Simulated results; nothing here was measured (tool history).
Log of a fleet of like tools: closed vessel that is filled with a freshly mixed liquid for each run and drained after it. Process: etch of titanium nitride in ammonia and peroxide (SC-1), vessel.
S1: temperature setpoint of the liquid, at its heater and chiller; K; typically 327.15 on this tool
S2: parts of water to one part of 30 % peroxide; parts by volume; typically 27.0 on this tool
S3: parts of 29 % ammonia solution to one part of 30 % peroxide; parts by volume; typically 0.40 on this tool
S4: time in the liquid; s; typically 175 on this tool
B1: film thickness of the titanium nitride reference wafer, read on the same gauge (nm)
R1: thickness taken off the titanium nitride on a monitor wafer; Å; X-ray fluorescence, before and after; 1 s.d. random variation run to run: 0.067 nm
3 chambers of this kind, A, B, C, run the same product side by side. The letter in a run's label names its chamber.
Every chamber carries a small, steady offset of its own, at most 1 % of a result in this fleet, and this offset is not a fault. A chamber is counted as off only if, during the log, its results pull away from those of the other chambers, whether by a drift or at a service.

run	day	S1	S2	S3	S4	B1	R1
1B	0.542	327.15	27.0	0.40	175	109.97	105.18
2A	0.846	327.15	27.0	0.40	175	109.99	105.88
3C	1.358	327.15	27.0	0.40	175	109.97	105.81
4A	1.696	327.15	27.0	0.40	175	110.01	105.29
# day 1.767: chamber B: new drum of ammonia solution connected
5B	2.325	327.15	27.0	0.40	175	110.01	104.87
6C	2.812	327.15	27.0	0.40	175	109.99	106.94
7B	3.171	327.15	27.0	0.40	175	109.99	105.94
8C	3.492	327.15	27.0	0.40	175	109.99	105.95
9A	3.854	327.15	27.0	0.40	175	109.99	105.64
10C	4.167	327.15	27.0	0.40	175	110.01	107.52
11A	4.650	327.15	27.0	0.40	175	110.00	105.02
12B	5.262	327.15	27.0	0.40	175	110.00	105.77
13C	5.592	327.15	18.5	0.40	175	110.01	132.21
# day 5.796: chamber A: new drum of ammonia solution connected
14B	6.250	327.15	18.5	0.40	175	109.97	131.45
15A	6.808	327.15	18.5	0.40	175	109.99	131.18
# day 7.038: chamber B: thermometer replaced
16B	7.158	327.15	27.0	0.40	175	110.03	105.87
17C	7.783	333.65	27.0	0.25	175	110.01	151.75
18A	8.262	333.65	27.0	0.25	175	110.03	151.09
19C	8.738	333.65	27.0	0.25	175	109.97	152.85
20A	9.117	327.15	27.0	0.40	175	109.99	105.98
21B	9.471	327.15	27.0	0.40	175	110.00	106.41
22C	10.075	327.15	20.5	0.40	175	110.02	129.82

All 3 chambers run these settings next. Forecast each chamber's results:
23A	10.571	336.65	27.0	0.40	175		?
23B	10.571	336.65	27.0	0.40	175		?
23C	10.571	336.65	27.0	0.40	175		?

run	R1
23A	201.26
23B	198.71
23C	205.73

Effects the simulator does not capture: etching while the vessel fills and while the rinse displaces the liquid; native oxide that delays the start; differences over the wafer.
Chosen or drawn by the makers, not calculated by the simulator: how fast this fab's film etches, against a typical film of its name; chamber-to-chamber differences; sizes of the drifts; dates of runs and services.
